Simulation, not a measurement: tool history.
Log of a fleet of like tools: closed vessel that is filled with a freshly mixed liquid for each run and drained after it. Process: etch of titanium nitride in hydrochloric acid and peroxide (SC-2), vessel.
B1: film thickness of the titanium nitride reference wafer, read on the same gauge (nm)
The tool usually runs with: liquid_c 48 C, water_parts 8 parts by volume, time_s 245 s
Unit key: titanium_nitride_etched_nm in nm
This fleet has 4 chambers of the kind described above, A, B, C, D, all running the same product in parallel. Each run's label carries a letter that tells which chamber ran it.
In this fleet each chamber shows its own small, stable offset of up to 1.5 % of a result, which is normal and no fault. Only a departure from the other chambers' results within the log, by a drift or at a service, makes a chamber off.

{"run": "1A", "hour": 11.9, "liquid_c": 48, "water_parts": 8, "time_s": 245, "B1": 110.01, "titanium_nitride_etched_nm": 7.6147}
{"run": "2D", "hour": 23.3, "liquid_c": 48, "water_parts": 8, "time_s": 245, "B1": 110, "titanium_nitride_etched_nm": 7.5334}
{"run": "3B", "hour": 30.2, "liquid_c": 48, "water_parts": 8, "time_s": 245, "B1": 110.02, "titanium_nitride_etched_nm": 7.6419}
{"hour": 35.9, "done": "chamber D: new drum of peroxide connected"}
{"run": "4C", "hour": 39.9, "liquid_c": 48, "water_parts": 8, "time_s": 245, "B1": 109.99, "titanium_nitride_etched_nm": 7.5209}
{"run": "5D", "hour": 47.8, "liquid_c": 48, "water_parts": 8, "time_s": 245, "B1": 110.01, "titanium_nitride_etched_nm": 7.5761}
{"run": "6B", "hour": 54.5, "liquid_c": 48, "water_parts": 8, "time_s": 245, "B1": 110.01, "titanium_nitride_etched_nm": 7.5647}
{"run": "7C", "hour": 68.0, "liquid_c": 48, "water_parts": 8, "time_s": 245, "B1": 110, "titanium_nitride_etched_nm": 7.5361}
{"run": "8A", "hour": 79.5, "liquid_c": 48, "water_parts": 8, "time_s": 245, "B1": 110.03, "titanium_nitride_etched_nm": 7.5673}
{"run": "9C", "hour": 87.9, "liquid_c": 48, "water_parts": 8, "time_s": 115, "B1": 110.01, "titanium_nitride_etched_nm": 3.5172}
{"hour": 97.1, "done": "chamber B: thermometer replaced"}
{"run": "10B", "hour": 99.2, "liquid_c": 48, "water_parts": 8, "time_s": 115, "B1": 110.01, "titanium_nitride_etched_nm": 3.5801}
{"run": "11A", "hour": 109.2, "liquid_c": 48, "water_parts": 8, "time_s": 115, "B1": 110.02, "titanium_nitride_etched_nm": 3.564}
{"run": "12D", "hour": 116.7, "liquid_c": 48, "water_parts": 8, "time_s": 115, "B1": 110, "titanium_nitride_etched_nm": 3.5897}
{"run": "13B", "hour": 129.5, "liquid_c": 48, "water_parts": 8, "time_s": 245, "B1": 110, "titanium_nitride_etched_nm": 7.5479}
{"hour": 133.7, "done": "chamber C: new drum of peroxide connected"}
{"hour": 137.8, "done": "chamber B: new drum of peroxide connected"}
{"run": "14A", "hour": 138.0, "liquid_c": 48, "water_parts": 8, "time_s": 245, "B1": 109.98, "titanium_nitride_etched_nm": 7.6477}
{"run": "15D", "hour": 148.0, "liquid_c": 48, "water_parts": 8, "time_s": 245, "B1": 110.01, "titanium_nitride_etched_nm": 7.5508}
{"run": "16C", "hour": 159.5, "liquid_c": 48, "water_parts": 8, "time_s": 245, "B1": 110, "titanium_nitride_etched_nm": 7.4532}
{"run": "17D", "hour": 168.2, "liquid_c": 48, "water_parts": 8, "time_s": 245, "B1": 110.02, "titanium_nitride_etched_nm": 7.6519}
{"run": "18B", "hour": 177.1, "liquid_c": 48, "water_parts": 8, "time_s": 245, "B1": 110, "titanium_nitride_etched_nm": 7.5264}
{"run": "19C", "hour": 190.1, "liquid_c": 48, "water_parts": 8, "time_s": 245, "B1": 110, "titanium_nitride_etched_nm": 7.4708}
{"run": "20A", "hour": 202.6, "liquid_c": 48, "water_parts": 8, "time_s": 245, "B1": 110.01, "titanium_nitride_etched_nm": 7.5542}
{"hour": 210.5, "done": "chamber A: new drum of peroxide connected"}
{"run": "21A", "hour": 210.6, "liquid_c": 48, "water_parts": 8, "time_s": 245, "B1": 109.97, "titanium_nitride_etched_nm": 7.6557}
{"run": "22C", "hour": 220.3, "liquid_c": 48, "water_parts": 8, "time_s": 245, "B1": 109.98, "titanium_nitride_etched_nm": 7.4783}
{"run": "23B", "hour": 233.7, "liquid_c": 48, "water_parts": 8, "time_s": 245, "B1": 110, "titanium_nitride_etched_nm": 7.5737}
{"run": "24D", "hour": 239.9, "liquid_c": 48, "water_parts": 8, "time_s": 245, "B1": 109.98, "titanium_nitride_etched_nm": 7.616}
{"run": "25D", "hour": 247.4, "liquid_c": 48, "water_parts": 8, "time_s": 245, "B1": 109.98, "titanium_nitride_etched_nm": 7.5463}
{"run": "26C", "hour": 257.3, "liquid_c": 48, "water_parts": 8, "time_s": 245, "B1": 110.03, "titanium_nitride_etched_nm": 7.4518}
{"run": "27B", "hour": 263.8, "liquid_c": 53.5, "water_parts": 8, "time_s": 245, "B1": 109.99, "titanium_nitride_etched_nm": 10.799}

Is one chamber off against the others, does the gauge drift, or is nothing wrong? If a chamber is off, say which, and what the likeliest cause is.

Nothing is wrong: each chamber keeps only its own small, steady offset and the gauge holds still.
